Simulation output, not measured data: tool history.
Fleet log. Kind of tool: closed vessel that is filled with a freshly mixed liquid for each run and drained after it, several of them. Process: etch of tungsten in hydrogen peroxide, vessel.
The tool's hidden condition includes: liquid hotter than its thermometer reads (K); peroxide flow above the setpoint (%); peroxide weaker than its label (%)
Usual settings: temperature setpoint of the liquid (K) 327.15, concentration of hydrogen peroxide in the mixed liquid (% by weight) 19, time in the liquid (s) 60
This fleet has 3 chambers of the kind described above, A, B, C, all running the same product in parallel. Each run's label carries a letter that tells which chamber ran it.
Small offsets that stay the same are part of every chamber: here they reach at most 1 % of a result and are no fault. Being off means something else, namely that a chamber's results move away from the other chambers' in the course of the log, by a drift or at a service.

| run | hour | temperature setpoint of the liquid (K) | concentration of hydrogen peroxide in the mixed liquid (% by weight) | time in the liquid (s) | hours since the thermometer was replaced | hours since the peroxide flow meter was replaced | hours since the drum of peroxide was connected | read-back film thickness of the tungsten reference wafer, read on the same gauge (nm) | thickness taken off the tungsten on a monitor wafer (Å) |
|---|---|---|---|---|---|---|---|---|---|
| 1C | 6.5 | 327.15 | 19 | 60 | 605.7 | 136.4 | 1129.3 | 89.988 | 1214.2 |
| 2B | 19.4 | 327.15 | 19 | 60 | 367 | 1339.4 | 550.8 | 90.02 | 1197.1 |
| 3A | 31.2 | 327.15 | 19 | 60 | 780.6 | 2013.8 | 173.1 | 89.995 | 1209.5 |
| 4A | 42.6 | 327.15 | 19 | 60 | 792 | 2025.2 | 184.5 | 90.024 | 1226.4 |
| 5B | 54.1 | 327.15 | 19 | 60 | 401.7 | 1374.1 | 585.5 | 89.971 | 1213.2 |
| 6C | 64.3 | 327.15 | 19 | 60 | 663.5 | 194.2 | 1187.1 | 89.939 | 1209.6 |
| 7B | 78.1 | 327.15 | 19 | 60 | 425.7 | 1398.1 | 609.5 | 89.989 | 1204.1 |
| 8A | 88.3 | 327.15 | 23 | 60 | 837.7 | 2070.9 | 230.2 | 90.022 | 1327.3 |
| 9C | 95.3 | 327.15 | 23 | 60 | 694.5 | 225.2 | 1218.1 | 89.968 | 1326.9 |
| 10A | 103.8 | 327.15 | 23 | 60 | 853.2 | 2086.4 | 245.7 | 89.963 | 1317.2 |
| 11B | 114.8 | 327.15 | 19 | 60 | 462.4 | 1434.8 | 646.2 | 90.062 | 1196.1 |
| 12C | 125.7 | 327.15 | 20.5 | 60 | 724.9 | 255.6 | 1248.5 | 90.029 | 1246.4 |
| 13B | 136.5 | 327.15 | 20.5 | 60 | 484.1 | 1456.5 | 667.9 | 90 | 1243.8 |
| 14A | 146.2 | 327.15 | 20.5 | 60 | 895.6 | 2128.8 | 288.1 | 90.032 | 1272.3 |
| 15C | 158.2 | 327.15 | 19 | 60 | 757.4 | 288.1 | 1281 | 90.031 | 1221 |
| 16B | 172.4 | 327.15 | 19 | 60 | 520 | 1492.4 | 703.8 | 89.986 | 1214.8 |
| 17C | 180.9 | 327.15 | 19 | 60 | 780.1 | 310.8 | 1303.7 | 89.991 | 1208.4 |
| 18A | 187.4 | 327.15 | 19 | 60 | 936.8 | 2170 | 329.3 | 89.986 | 1234.8 |
| 19A | 195 | 327.15 | 19 | 60 | 944.4 | 2177.6 | 336.9 | 89.993 | 1236.3 |
| 20B | 204 | 327.15 | 19 | 60 | 551.6 | 1524 | 735.4 | 90.009 | 1206.7 |
| 21C | 211 | 327.15 | 19 | 60 | 810.2 | 340.9 | 1333.8 | 89.983 | 1204.1 |
| 22C | 219.4 | 327.15 | 19 | 60 | 818.6 | 349.3 | 1342.2 | 89.965 | 1215.2 |
| 23A | 229 | 327.15 | 19 | 60 | 978.4 | 2211.6 | 370.9 | 90.013 | 1240.4 |
| 24B | 241.3 | 327.15 | 19 | 60 | 588.9 | 1561.3 | 772.7 | 89.991 | 1199 |
| 25C | 247.8 | 327.15 | 19 | 60 | 847 | 377.7 | 1370.6 | 90.006 | 1211.6 |
| 26B | 254.1 | 327.15 | 19 | 75 | 601.7 | 1574.1 | 785.5 | 90.016 | 1510.4 |
|  | 261.5 | chamber C: peroxide flow meter replaced |
| 27A | 264.1 | 327.15 | 19 | 75 | 1013.5 | 2246.7 | 406 | 90.038 | 1557.7 |
| 28B | 271.2 | 327.15 | 19 | 75 | 618.8 | 1591.2 | 802.6 | 89.982 | 1511.9 |
| 29C | 282.7 | 327.15 | 19 | 60 | 881.9 | 21.2 | 1405.5 | 90.024 | 1205.3 |
| 30A | 296.3 | 327.15 | 19 | 60 | 1045.7 | 2278.9 | 438.2 | 89.995 | 1254.1 |
| 31B | 303.7 | 322.65 | 19 | 40 | 651.3 | 1623.7 | 835.1 | 90.018 | 617.69 |
| 32C | 315 | 322.65 | 19 | 40 | 914.2 | 53.5 | 1437.8 | 89.978 | 612.53 |
| 33A | 327 | 322.65 | 19 | 40 | 1076.4 | 2309.6 | 468.9 | 89.968 | 640.29 |
| 34C | 338.5 | 327.15 | 19 | 60 | 937.7 | 77 | 1461.3 | 90.028 | 1197.8 |
| 35A | 347.6 | 327.15 | 19 | 60 | 1097 | 2330.2 | 489.5 | 89.982 | 1273.1 |
| 36B | 359.7 | 327.15 | 19 | 60 | 707.3 | 1679.7 | 891.1 | 90.05 | 1197.6 |
|  | 368.1 | chamber A: peroxide flow meter replaced |
| 37C | 370.4 | 334.65 | 19 | 50 | 969.6 | 108.9 | 1493.2 | 90.04 | 1533.2 |
| 38A | 382.1 | 334.65 | 19 | 50 | 1131.5 | 14 | 524 | 89.977 | 1658.7 |
| 39B | 395.5 | 334.65 | 19 | 50 | 743.1 | 1715.5 | 926.9 | 90.008 | 1550.3 |
| 40B | 402.3 | 317.65 | 19 | 60 | 749.9 | 1722.3 | 933.7 | 89.985 | 676.53 |
| 41A | 410.6 | 317.65 | 19 | 60 | 1160 | 42.5 | 552.5 | 89.976 | 723.88 |
| 42C | 421.3 | 317.65 | 19 | 60 | 1020.5 | 159.8 | 1544.1 | 89.959 | 667.85 |
| 43A | 433.5 | 327.15 | 19 | 60 | 1182.9 | 65.4 | 575.4 | 90.004 | 1306.1 |

The same settings go to every chamber for the next run, one line per chamber below. Forecast the results for each:
| 44A | 443.7 | 327.15 | 19 | 60 |  |  |  |  | ? |
| 44B | 443.7 | 327.15 | 19 | 60 |  |  |  |  | ? |
| 44C | 443.7 | 327.15 | 19 | 60 |  |  |  |  | ? |

| run | thickness taken off the tungsten on a monitor wafer (Å) |
|---|---|
| 44A | 1314.6 |
| 44B | 1200.3 |
| 44C | 1200 |

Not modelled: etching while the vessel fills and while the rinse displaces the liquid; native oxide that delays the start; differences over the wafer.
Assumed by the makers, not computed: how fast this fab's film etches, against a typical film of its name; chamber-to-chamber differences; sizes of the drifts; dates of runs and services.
